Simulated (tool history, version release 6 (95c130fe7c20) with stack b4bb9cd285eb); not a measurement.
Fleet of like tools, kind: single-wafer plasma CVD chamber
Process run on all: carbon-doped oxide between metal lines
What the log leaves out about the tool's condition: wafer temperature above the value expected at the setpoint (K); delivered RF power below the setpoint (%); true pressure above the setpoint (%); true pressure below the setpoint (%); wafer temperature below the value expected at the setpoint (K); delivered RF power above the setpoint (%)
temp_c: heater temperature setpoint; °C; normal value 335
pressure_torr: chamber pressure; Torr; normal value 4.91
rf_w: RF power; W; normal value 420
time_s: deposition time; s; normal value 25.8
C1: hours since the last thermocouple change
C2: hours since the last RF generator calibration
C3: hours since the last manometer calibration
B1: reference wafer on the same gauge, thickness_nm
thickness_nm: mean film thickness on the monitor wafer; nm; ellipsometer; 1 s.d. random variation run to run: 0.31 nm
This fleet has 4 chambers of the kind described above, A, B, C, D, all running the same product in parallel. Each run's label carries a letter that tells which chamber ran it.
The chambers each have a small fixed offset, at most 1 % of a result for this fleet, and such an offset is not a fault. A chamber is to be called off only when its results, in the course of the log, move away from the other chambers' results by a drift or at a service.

run 1D hour=2.3 | temp_c=335 pressure_torr=4.91 rf_w=420 time_s=25.8 | C1=899.9 C2=797.7 C3=840.1 | B1=120.06 | thickness_nm=122.96
run 2B hour=6.3 | temp_c=335 pressure_torr=4.91 rf_w=420 time_s=25.8 | C1=1787.7 C2=365.3 C3=83.3 | B1=120.09 | thickness_nm=121.61
run 3A hour=9.9 | temp_c=335 pressure_torr=4.91 rf_w=420 time_s=25.8 | C1=1539.9 C2=850.3 C3=1263.8 | B1=119.97 | thickness_nm=121.2
run 4C hour=13.1 | temp_c=335 pressure_torr=4.91 rf_w=420 time_s=25.8 | C1=485.1 C2=474.7 C3=949.1 | B1=120.08 | thickness_nm=121.65
run 5C hour=16.8 | temp_c=335 pressure_torr=4.91 rf_w=420 time_s=25.8 | C1=488.8 C2=478.4 C3=952.8 | B1=120.04 | thickness_nm=122.23
run 6B hour=21.3 | temp_c=335 pressure_torr=4.91 rf_w=420 time_s=25.8 | C1=1802.7 C2=380.3 C3=98.3 | B1=120.01 | thickness_nm=121.15
run 7A hour=25.2 | temp_c=335 pressure_torr=4.91 rf_w=420 time_s=25.8 | C1=1555.2 C2=865.6 C3=1279.1 | B1=119.96 | thickness_nm=121.34
run 8D hour=28.4 | temp_c=335 pressure_torr=4.91 rf_w=465 time_s=25.8 | C1=926 C2=823.8 C3=866.2 | B1=120.04 | thickness_nm=131.83
run 9A hour=31.7 | temp_c=335 pressure_torr=4.91 rf_w=465 time_s=25.8 | C1=1561.7 C2=872.1 C3=1285.6 | B1=120.05 | thickness_nm=130.21
run 10B hour=34.5 | temp_c=335 pressure_torr=4.91 rf_w=465 time_s=25.8 | C1=1815.9 C2=393.5 C3=111.5 | B1=120.02 | thickness_nm=130.16
run 11C hour=39 | temp_c=335 pressure_torr=4.91 rf_w=465 time_s=25.8 | C1=511 C2=500.6 C3=975 | B1=119.97 | thickness_nm=131.36
run 12D hour=42.6 | temp_c=335 pressure_torr=4.91 rf_w=420 time_s=25.8 | C1=940.2 C2=838 C3=880.4 | B1=119.99 | thickness_nm=123.28
run 13D hour=44.7 | temp_c=335 pressure_torr=4.91 rf_w=420 time_s=25.8 | C1=942.3 C2=840.1 C3=882.5 | B1=120.05 | thickness_nm=123.17
run 14C hour=47.2 | temp_c=335 pressure_torr=5.99 rf_w=370 time_s=25.8 | C1=519.2 C2=508.8 C3=983.2 | B1=120.06 | thickness_nm=113.25
-- hour=47.4 chamber B: thermocouple changed; heater temperature recalibrated
run 15B hour=50.3 | temp_c=335 pressure_torr=5.99 rf_w=370 time_s=25.8 | C1=2.9 C2=409.3 C3=127.3 | B1=119.93 | thickness_nm=112.76
run 16A hour=54.2 | temp_c=335 pressure_torr=5.99 rf_w=370 time_s=25.8 | C1=1584.2 C2=894.6 C3=1308.1 | B1=119.99 | thickness_nm=112.57
run 17C hour=56.5 | temp_c=335 pressure_torr=5.99 rf_w=370 time_s=25.8 | C1=528.5 C2=518.1 C3=992.5 | B1=120 | thickness_nm=113.18
run 18B hour=61.3 | temp_c=335 pressure_torr=4.91 rf_w=420 time_s=25.8 | C1=13.9 C2=420.3 C3=138.3 | B1=120.01 | thickness_nm=120.85
run 19A hour=63.6 | temp_c=335 pressure_torr=5.55 rf_w=420 time_s=25.8 | C1=1593.6 C2=904 C3=1317.5 | B1=120 | thickness_nm=122.81
run 20D hour=66.4 | temp_c=335 pressure_torr=5.55 rf_w=420 time_s=25.8 | C1=964 C2=861.8 C3=904.2 | B1=120 | thickness_nm=124.36
run 21D hour=71.3 | temp_c=335 pressure_torr=5.55 rf_w=420 time_s=25.8 | C1=968.9 C2=866.7 C3=909.1 | B1=120.05 | thickness_nm=124.3
run 22C hour=73.7 | temp_c=335 pressure_torr=5.55 rf_w=420 time_s=25.8 | C1=545.7 C2=535.3 C3=1009.7 | B1=119.88 | thickness_nm=123.37
run 23A hour=76.6 | temp_c=335 pressure_torr=4.91 rf_w=420 time_s=25.8 | C1=1606.6 C2=917 C3=1330.5 | B1=120 | thickness_nm=121.27
run 24B hour=79.2 | temp_c=335 pressure_torr=4.91 rf_w=420 time_s=25.8 | C1=31.8 C2=438.2 C3=156.2 | B1=120.1 | thickness_nm=120.2
run 25B hour=81.6 | temp_c=335 pressure_torr=4.91 rf_w=420 time_s=25.8 | C1=34.2 C2=440.6 C3=158.6 | B1=119.99 | thickness_nm=120.73
run 26A hour=84.8 | temp_c=335 pressure_torr=4.91 rf_w=420 time_s=25.8 | C1=1614.8 C2=925.2 C3=1338.7 | B1=120.01 | thickness_nm=121.14
run 27D hour=87 | temp_c=335 pressure_torr=4.91 rf_w=420 time_s=25.8 | C1=984.6 C2=882.4 C3=924.8 | B1=119.97 | thickness_nm=122.72
run 28C hour=89.4 | temp_c=335 pressure_torr=4.91 rf_w=420 time_s=25.8 | C1=561.4 C2=551 C3=1025.4 | B1=120.06 | thickness_nm=121.59
run 29A hour=91.9 | temp_c=335 pressure_torr=4.91 rf_w=420 time_s=25.8 | C1=1621.9 C2=932.3 C3=1345.8 | B1=119.99 | thickness_nm=121.38
run 30C hour=95 | temp_c=335 pressure_torr=4.91 rf_w=420 time_s=25.8 | C1=567 C2=556.6 C3=1031 | B1=119.93 | thickness_nm=122.09
run 31B hour=99.9 | temp_c=335 pressure_torr=4.91 rf_w=420 time_s=25.8 | C1=52.5 C2=458.9 C3=176.9 | B1=120.03 | thickness_nm=120.08
run 32D hour=102.9 | temp_c=335 pressure_torr=4.91 rf_w=420 time_s=25.8 | C1=1000.5 C2=898.3 C3=940.7 | B1=120.03 | thickness_nm=123.38
run 33D hour=107.1 | temp_c=335 pressure_torr=4.91 rf_w=420 time_s=25.8 | C1=1004.7 C2=902.5 C3=944.9 | B1=119.97 | thickness_nm=122.6
run 34B hour=111.2 | temp_c=335 pressure_torr=4.91 rf_w=420 time_s=25.8 | C1=63.8 C2=470.2 C3=188.2 | B1=119.95 | thickness_nm=120.62
run 35C hour=115.9 | temp_c=335 pressure_torr=4.91 rf_w=420 time_s=25.8 | C1=587.9 C2=577.5 C3=1051.9 | B1=120 | thickness_nm=121.73

Predict what each chamber gives when all 4 of them run the settings below next.
run 36A hour=119.4 | temp_c=335 pressure_torr=4.91 rf_w=420 time_s=25.8 | thickness_nm=?
run 36B hour=119.4 | temp_c=335 pressure_torr=4.91 rf_w=420 time_s=25.8 | thickness_nm=?
run 36C hour=119.4 | temp_c=335 pressure_torr=4.91 rf_w=420 time_s=25.8 | thickness_nm=?
run 36D hour=119.4 | temp_c=335 pressure_torr=4.91 rf_w=420 time_s=25.8 | thickness_nm=?

run=36A thickness_nm=121.08
run=36B thickness_nm=119.8
run=36C thickness_nm=121.98
run=36D thickness_nm=122.2

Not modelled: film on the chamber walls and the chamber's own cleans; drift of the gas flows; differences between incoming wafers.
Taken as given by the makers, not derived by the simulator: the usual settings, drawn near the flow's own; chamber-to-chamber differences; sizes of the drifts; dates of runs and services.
